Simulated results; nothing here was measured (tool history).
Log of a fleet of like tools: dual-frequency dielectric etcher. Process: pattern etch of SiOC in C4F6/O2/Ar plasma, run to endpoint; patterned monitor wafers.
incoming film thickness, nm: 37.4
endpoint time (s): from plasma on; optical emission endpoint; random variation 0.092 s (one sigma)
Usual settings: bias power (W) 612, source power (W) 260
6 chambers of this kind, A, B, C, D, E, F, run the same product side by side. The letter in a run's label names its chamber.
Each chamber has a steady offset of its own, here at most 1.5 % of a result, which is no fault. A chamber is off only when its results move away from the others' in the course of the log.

run,hour,bias power (W),source power (W),endpoint time (s)
1F,8.6,612,260,13.57
2B,13.6,612,260,13.61
3E,19.2,612,260,13.856
4C,23.7,612,260,13.646
5A,30.5,612,260,13.851
6D,37,612,260,13.726
7F,42.3,612,260,13.587
# hour 43.1: chamber F: wet clean of the chamber
8A,51.1,612,260,13.739
9C,56.7,612,260,13.49
10B,65.3,612,260,13.675
11E,70.3,612,260,13.921
12D,78.6,612,260,13.509
13A,83,612,260,13.763
14D,88.1,548,320,13.24
15F,96.7,548,320,13.129
16B,104.7,548,320,13.297
17C,110.9,548,320,13.22
18E,117.9,548,320,13.444
19B,126.1,548,320,13.354
20D,132.4,612,260,13.613
21F,140.5,612,310,12.903
22E,145.6,612,310,12.98
23A,152.5,612,310,12.904
24C,158.6,612,310,12.779
25C,167.3,612,310,12.702
26E,175.9,612,310,12.88
27A,182.1,612,260,13.791
28F,189.6,612,260,13.662
29B,197,612,260,13.685
30D,202.2,612,260,13.697
# hour 209.7: chamber B: bias power generator calibrated
31C,210,612,260,13.736
32B,214.9,612,260,13.847
33A,219.7,612,260,13.647
34F,224.5,612,260,13.717
35D,228.6,612,260,13.548
36E,235.6,612,260,13.741

Next, every chamber runs the same settings. What will each give?
37A,242.1,612,260,?
37B,242.1,612,260,?
37C,242.1,612,260,?
37D,242.1,612,260,?
37E,242.1,612,260,?
37F,242.1,612,260,?

run,endpoint time (s)
37A,13.69
37B,13.754
37C,13.52
37D,13.607
37E,13.828
37F,13.591

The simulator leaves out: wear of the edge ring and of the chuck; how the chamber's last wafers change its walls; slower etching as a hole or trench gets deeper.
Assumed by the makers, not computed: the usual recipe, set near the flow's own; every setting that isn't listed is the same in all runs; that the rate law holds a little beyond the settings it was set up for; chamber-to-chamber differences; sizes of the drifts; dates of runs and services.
